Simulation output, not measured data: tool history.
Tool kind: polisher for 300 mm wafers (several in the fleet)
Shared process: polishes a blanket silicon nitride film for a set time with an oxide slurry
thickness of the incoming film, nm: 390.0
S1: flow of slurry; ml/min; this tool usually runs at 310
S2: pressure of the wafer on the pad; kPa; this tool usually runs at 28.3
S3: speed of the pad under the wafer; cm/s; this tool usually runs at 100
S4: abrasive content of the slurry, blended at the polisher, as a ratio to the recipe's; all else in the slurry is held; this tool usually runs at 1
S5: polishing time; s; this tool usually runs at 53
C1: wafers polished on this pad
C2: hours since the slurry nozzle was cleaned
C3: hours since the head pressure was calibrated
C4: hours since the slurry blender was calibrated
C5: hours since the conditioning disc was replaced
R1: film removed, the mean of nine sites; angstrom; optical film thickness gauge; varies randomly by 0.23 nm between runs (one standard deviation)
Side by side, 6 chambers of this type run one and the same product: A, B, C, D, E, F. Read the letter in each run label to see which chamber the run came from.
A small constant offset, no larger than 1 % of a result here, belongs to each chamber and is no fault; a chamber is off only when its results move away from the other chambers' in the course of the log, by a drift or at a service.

| run | day | S1 | S2 | S3 | S4 | S5 | C1 | C2 | C3 | C4 | C5 | R1 |
|---|---|---|---|---|---|---|---|---|---|---|---|---|
|  | 0.212 | chamber A: worn pad replaced by a new one |
| 1B | 0.400 | 310 | 28.3 | 100 | 1 | 53 | 600 | 246.0 | 274.1 | 251.3 | 373.5 | 336.04 |
|  | 0.521 | chamber E: worn pad replaced by a new one |
| 2E | 1.012 | 310 | 28.3 | 100 | 1 | 53 | 85 | 471.6 | 1061.2 | 193.2 | 87.1 | 324.31 |
|  | 1.058 | chamber F: conditioning disc replaced and pad reconditioned |
| 3D | 1.629 | 310 | 28.3 | 100 | 1 | 53 | 550 | 480.9 | 214.8 | 198.0 | 409.7 | 334.81 |
|  | 1.746 | chamber C: slurry blender recalibrated |
| 4F | 1.929 | 310 | 28.3 | 100 | 1 | 53 | 851 | 196.6 | 446.9 | 87.6 | 21.0 | 331.51 |
| 5A | 2.454 | 310 | 28.3 | 100 | 1 | 53 | 387 | 207.2 | 772.0 | 194.7 | 144.2 | 328.72 |
|  | 2.500 | chamber B: worn pad replaced by a new one |
|  | 2.867 | chamber C: worn pad replaced by a new one |
| 6C | 3.017 | 310 | 28.3 | 100 | 1 | 53 | 26 | 699.1 | 1024.7 | 30.5 | 137.6 | 335.48 |
|  | 3.367 | chamber C: slurry nozzle cleaned |
|  | 3.496 | chamber F: worn pad replaced by a new one |
| 7D | 3.546 | 310 | 28.3 | 100 | 1 | 53 | 881 | 526.9 | 260.8 | 244.0 | 455.7 | 329.58 |
|  | 3.654 | chamber B: slurry blender recalibrated |
|  | 3.862 | chamber D: worn pad replaced by a new one |
| 8A | 4.158 | 310 | 28.3 | 100 | 1 | 53 | 681 | 248.1 | 812.9 | 235.6 | 185.1 | 331.94 |
|  | 4.562 | chamber E: conditioning disc replaced and pad reconditioned |
| 9F | 4.629 | 310 | 28.3 | 100 | 1 | 53 | 195 | 261.4 | 511.7 | 152.4 | 85.8 | 333.26 |
| 10E | 5.154 | 310 | 28.3 | 100 | 1 | 53 | 801 | 571.0 | 1160.6 | 292.6 | 14.2 | 328.58 |
|  | 5.292 | chamber C: conditioning disc replaced and pad reconditioned |
| 11C | 5.475 | 310 | 28.3 | 100 | 1 | 53 | 450 | 50.7 | 1083.7 | 89.5 | 4.5 | 331.52 |
| 12B | 5.871 | 310 | 28.3 | 100 | 1 | 53 | 582 | 377.3 | 405.4 | 53.2 | 504.8 | 332.18 |
| 13C | 6.162 | 310 | 28.3 | 100 | 1 | 53 | 569 | 67.2 | 1100.2 | 106.0 | 21.0 | 334.02 |
|  | 6.375 | chamber E: worn pad replaced by a new one |
|  | 6.583 | chamber A: worn pad replaced by a new one |
| 14F | 6.617 | 310 | 28.3 | 100 | 1 | 53 | 539 | 309.1 | 559.4 | 200.1 | 133.5 | 336.29 |
| 15E | 6.954 | 310 | 28.3 | 100 | 1 | 53 | 100 | 614.2 | 1203.8 | 335.8 | 57.4 | 325.93 |
| 16D | 7.262 | 310 | 28.3 | 100 | 1 | 53 | 587 | 616.1 | 350.0 | 333.2 | 544.9 | 330.17 |
|  | 7.512 | chamber E: slurry blender recalibrated |
| 17B | 7.633 | 310 | 28.3 | 100 | 1 | 53 | 886 | 419.6 | 447.7 | 95.5 | 547.1 | 333.77 |
|  | 7.958 | chamber A: head pressure recalibrated |
| 18A | 8.158 | 385 | 28.3 | 100 | 1 | 53 | 272 | 344.1 | 4.8 | 331.6 | 281.1 | 373.91 |
| 19A | 8.467 | 385 | 28.3 | 100 | 1 | 53 | 325 | 351.5 | 12.2 | 339.0 | 288.5 | 372.90 |
|  | 8.504 | chamber D: slurry nozzle cleaned |
| 20E | 8.762 | 385 | 28.3 | 100 | 1 | 53 | 412 | 657.6 | 1247.2 | 30.1 | 100.8 | 337.39 |
|  | 8.838 | chamber C: slurry blender recalibrated |
|  | 9.221 | chamber B: slurry nozzle cleaned |
|  | 9.283 | chamber D: conditioning disc replaced and pad reconditioned |
| 21B | 9.308 | 385 | 28.3 | 100 | 1 | 53 | 1176 | 2.2 | 487.9 | 135.7 | 587.3 | 338.45 |
|  | 9.625 | chamber B: worn pad replaced by a new one |
| 22F | 9.721 | 385 | 28.3 | 100 | 1 | 53 | 1075 | 383.6 | 633.9 | 274.6 | 208.0 | 340.53 |
|  | 9.917 | chamber D: worn pad replaced by a new one |
| 23D | 10.021 | 385 | 28.3 | 100 | 1 | 53 | 18 | 36.5 | 416.2 | 399.4 | 17.8 | 339.62 |
|  | 10.138 | chamber D: slurry blender recalibrated |
|  | 10.333 | chamber B: conditioning disc replaced and pad reconditioned |
|  | 10.500 | chamber F: worn pad replaced by a new one |
| 24C | 10.562 | 310 | 28.3 | 100 | 1 | 53 | 1329 | 172.8 | 1205.8 | 41.5 | 126.6 | 327.41 |
|  | 10.817 | chamber A: slurry blender recalibrated |
|  | 11.154 | chamber C: worn pad replaced by a new one |
| 25B | 11.162 | 310 | 28.3 | 100 | 1 | 53 | 266 | 46.7 | 532.4 | 180.2 | 19.9 | 333.11 |
|  | 11.450 | chamber E: worn pad replaced by a new one |
| 26D | 11.679 | 310 | 28.3 | 100 | 1 | 53 | 304 | 76.3 | 456.0 | 37.0 | 57.6 | 329.52 |
|  | 11.712 | chamber E: conditioning disc replaced and pad reconditioned |
| 27A | 12.283 | 310 | 28.3 | 100 | 1 | 53 | 984 | 443.1 | 103.8 | 35.3 | 380.1 | 373.03 |
|  | 12.312 | chamber F: head pressure recalibrated |
|  | 12.425 | chamber C: conditioning disc replaced and pad reconditioned |
| 28C | 12.662 | 310 | 28.3 | 100 | 1 | 53 | 260 | 223.2 | 1256.2 | 91.9 | 5.8 | 333.09 |
|  | 13.046 | chamber F: slurry nozzle cleaned |
| 29E | 13.058 | 310 | 28.3 | 100 | 1 | 53 | 277 | 760.7 | 1350.3 | 133.2 | 32.3 | 330.12 |
| 30F | 13.675 | 220 | 28.3 | 100 | 1 | 53 | 548 | 15.2 | 32.8 | 369.5 | 302.9 | 322.49 |
| 31B | 13.988 | 220 | 28.3 | 100 | 1 | 53 | 754 | 114.5 | 600.2 | 248.0 | 87.7 | 322.12 |
| 32C | 14.317 | 220 | 28.3 | 100 | 1 | 53 | 546 | 262.9 | 1295.9 | 131.6 | 45.5 | 323.25 |
|  | 14.388 | chamber A: worn pad replaced by a new one |
| 33F | 14.767 | 220 | 28.3 | 100 | 1 | 53 | 737 | 41.4 | 59.0 | 395.7 | 329.1 | 320.99 |
|  | 15.071 | chamber B: worn pad replaced by a new one |
| 34E | 15.133 | 220 | 28.3 | 100 | 1 | 53 | 636 | 810.5 | 1400.1 | 183.0 | 82.1 | 319.80 |
|  | 15.325 | chamber B: slurry blender recalibrated |
| 35A | 15.500 | 220 | 28.3 | 100 | 1 | 53 | 192 | 520.3 | 181.0 | 112.5 | 457.3 | 350.70 |
| 36D | 15.979 | 310 | 28.3 | 100 | 1 | 53 | 1047 | 179.5 | 559.2 | 140.2 | 160.8 | 335.04 |
| 37A | 16.312 | 310 | 28.3 | 84 | 1 | 44 | 332 | 539.8 | 200.5 | 132.0 | 476.8 | 264.01 |
| 38B | 16.692 | 310 | 28.3 | 84 | 1 | 44 | 280 | 179.4 | 665.1 | 32.8 | 152.6 | 239.38 |

One chamber off, gauge drift, or nothing amiss beyond the chambers' own small offsets? If it is a chamber, which one, and what is the likeliest cause?

A service left chamber A off against the others.
Likeliest cause: head's pressure above its setpoint, % = 9.84.

Below are 4 candidate recipes for chamber A's next run, each the usual settings with a change, their results shown as question marks. Which of them brings A's results back in line with what the other chambers give on the usual settings?
In line means no further than this from the other chambers' mean on the usual settings: R1 8.10 angstrom
| 39A-1 | 17.146 | 310 | 26.2 | 94 | 1.0 | 49 |  |  |  |  |  | ? |
| 39A-2 | 17.146 | 310 | 28.3 | 96 | 1.0 | 50 |  |  |  |  |  | ? |
| 39A-3 | 17.146 | 310 | 29.0 | 104 | 1.0 | 55 |  |  |  |  |  | ? |
| 39A-4 | 17.146 | 310 | 28.3 | 122 | 1.1 | 53 |  |  |  |  |  | ? |

The mean the other chambers reach with the usual settings: R1 332.02 angstrom
| run | R1 |
|---|---|
| 39A-1 | 296.93 |
| 39A-2 | 332.63 |
| 39A-3 | 399.96 |
| 39A-4 | 446.50 |
Change 39A-2 lands the chamber within the allowed miss of the other chambers.
